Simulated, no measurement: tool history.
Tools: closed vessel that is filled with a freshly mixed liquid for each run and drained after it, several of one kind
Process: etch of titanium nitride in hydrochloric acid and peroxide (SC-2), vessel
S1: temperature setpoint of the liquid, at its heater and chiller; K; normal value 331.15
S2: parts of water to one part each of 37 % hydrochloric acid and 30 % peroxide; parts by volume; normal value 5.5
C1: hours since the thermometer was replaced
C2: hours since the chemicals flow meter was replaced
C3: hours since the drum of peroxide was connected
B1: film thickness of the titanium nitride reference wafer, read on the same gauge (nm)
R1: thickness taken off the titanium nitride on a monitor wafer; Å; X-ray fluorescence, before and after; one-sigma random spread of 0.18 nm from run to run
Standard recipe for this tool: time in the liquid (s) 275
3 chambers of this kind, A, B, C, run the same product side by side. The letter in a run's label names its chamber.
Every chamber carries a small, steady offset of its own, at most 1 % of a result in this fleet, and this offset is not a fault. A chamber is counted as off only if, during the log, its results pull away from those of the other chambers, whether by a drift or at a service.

run 1C hour=11.9 | S1=331.15 S2=5.5 time_in_the_liquid_(s)=275 | C1=817.7 C2=648.1 C3=232.1 | B1=139.99 | R1=225.92
run 2B hour=22.5 | S1=331.15 S2=5.5 time_in_the_liquid_(s)=275 | C1=1156.3 C2=326.7 C3=317.3 | B1=140 | R1=225.02
run 3A hour=30.4 | S1=331.15 S2=5.5 time_in_the_liquid_(s)=275 | C1=282.7 C2=290.9 C3=597.4 | B1=139.98 | R1=222.43
run 4C hour=37.3 | S1=331.15 S2=5.5 time_in_the_liquid_(s)=275 | C1=843.1 C2=673.5 C3=257.5 | B1=140 | R1=227.11
run 5B hour=43.4 | S1=331.15 S2=5.5 time_in_the_liquid_(s)=275 | C1=1177.2 C2=347.6 C3=338.2 | B1=140.01 | R1=225.58
run 6A hour=53 | S1=331.15 S2=5.5 time_in_the_liquid_(s)=275 | C1=305.3 C2=313.5 C3=620 | B1=140 | R1=223.66
run 7C hour=65.5 | S1=331.15 S2=5.5 time_in_the_liquid_(s)=275 | C1=871.3 C2=701.7 C3=285.7 | B1=140 | R1=224.82
run 8A hour=72.6 | S1=331.15 S2=5.5 time_in_the_liquid_(s)=275 | C1=324.9 C2=333.1 C3=639.6 | B1=139.99 | R1=225.45
run 9B hour=82.1 | S1=331.15 S2=5.5 time_in_the_liquid_(s)=275 | C1=1215.9 C2=386.3 C3=376.9 | B1=140.02 | R1=223.59
run 10C hour=91.2 | S1=331.15 S2=5.5 time_in_the_liquid_(s)=275 | C1=897 C2=727.4 C3=311.4 | B1=140 | R1=223.73
run 11B hour=104.2 | S1=331.15 S2=7 time_in_the_liquid_(s)=275 | C1=1238 C2=408.4 C3=399 | B1=139.99 | R1=183.02
run 12A hour=115 | S1=331.15 S2=7 time_in_the_liquid_(s)=275 | C1=367.3 C2=375.5 C3=682 | B1=140.01 | R1=187.64
run 13B hour=125.5 | S1=331.15 S2=7 time_in_the_liquid_(s)=275 | C1=1259.3 C2=429.7 C3=420.3 | B1=139.99 | R1=187.09
run 14A hour=139 | S1=331.15 S2=5.5 time_in_the_liquid_(s)=275 | C1=391.3 C2=399.5 C3=706 | B1=139.99 | R1=224.71
run 15C hour=151.7 | S1=331.15 S2=5.5 time_in_the_liquid_(s)=275 | C1=957.5 C2=787.9 C3=371.9 | B1=139.99 | R1=223.96
run 16C hour=162.9 | S1=331.15 S2=5.5 time_in_the_liquid_(s)=275 | C1=968.7 C2=799.1 C3=383.1 | B1=139.98 | R1=224.46
run 17B hour=171.3 | S1=331.15 S2=5.5 time_in_the_liquid_(s)=275 | C1=1305.1 C2=475.5 C3=466.1 | B1=140.02 | R1=222.78
run 18A hour=177.7 | S1=331.15 S2=5.5 time_in_the_liquid_(s)=275 | C1=430 C2=438.2 C3=744.7 | B1=140.02 | R1=224.01
-- hour=180 chamber A: new drum of peroxide connected
run 19C hour=189 | S1=331.15 S2=5.5 time_in_the_liquid_(s)=275 | C1=994.8 C2=825.2 C3=409.2 | B1=140 | R1=225.26
run 20A hour=196.7 | S1=331.15 S2=5.5 time_in_the_liquid_(s)=275 | C1=449 C2=457.2 C3=16.7 | B1=139.97 | R1=224.38
-- hour=206.7 chamber B: chemicals flow meter replaced
run 21B hour=208.1 | S1=331.15 S2=5.5 time_in_the_liquid_(s)=275 | C1=1341.9 C2=1.4 C3=502.9 | B1=139.98 | R1=225.41
run 22A hour=220.1 | S1=331.15 S2=5.5 time_in_the_liquid_(s)=275 | C1=472.4 C2=480.6 C3=40.1 | B1=140.02 | R1=226.25
run 23C hour=233 | S1=331.15 S2=5.5 time_in_the_liquid_(s)=275 | C1=1038.8 C2=869.2 C3=453.2 | B1=139.98 | R1=221.82
run 24B hour=245.2 | S1=331.15 S2=5.5 time_in_the_liquid_(s)=275 | C1=1379 C2=38.5 C3=540 | B1=140 | R1=223.76
run 25A hour=257.4 | S1=331.15 S2=5.5 time_in_the_liquid_(s)=275 | C1=509.7 C2=517.9 C3=77.4 | B1=140.01 | R1=223.86
run 26C hour=264.4 | S1=331.15 S2=5.5 time_in_the_liquid_(s)=275 | C1=1070.2 C2=900.6 C3=484.6 | B1=140 | R1=225.27
run 27B hour=277.6 | S1=331.15 S2=5.5 time_in_the_liquid_(s)=275 | C1=1411.4 C2=70.9 C3=572.4 | B1=140.01 | R1=223.32
run 28A hour=290.6 | S1=331.15 S2=5.5 time_in_the_liquid_(s)=275 | C1=542.9 C2=551.1 C3=110.6 | B1=140.01 | R1=222.46
run 29B hour=298.9 | S1=331.15 S2=5.5 time_in_the_liquid_(s)=275 | C1=1432.7 C2=92.2 C3=593.7 | B1=140.02 | R1=226.56
run 30C hour=309 | S1=331.15 S2=5.5 time_in_the_liquid_(s)=275 | C1=1114.8 C2=945.2 C3=529.2 | B1=139.99 | R1=228.71
run 31C hour=322 | S1=331.15 S2=5.5 time_in_the_liquid_(s)=275 | C1=1127.8 C2=958.2 C3=542.2 | B1=140 | R1=228.04
run 32B hour=331.6 | S1=331.15 S2=5.5 time_in_the_liquid_(s)=275 | C1=1465.4 C2=124.9 C3=626.4 | B1=139.99 | R1=223.84

What goes on in this fleet: one chamber off, a drifting gauge, or nothing beyond the chambers' own small offsets? Name the chamber and the cause, if any.

The fleet is healthy, with each chamber sitting at its usual small offset and no drift in the gauge.
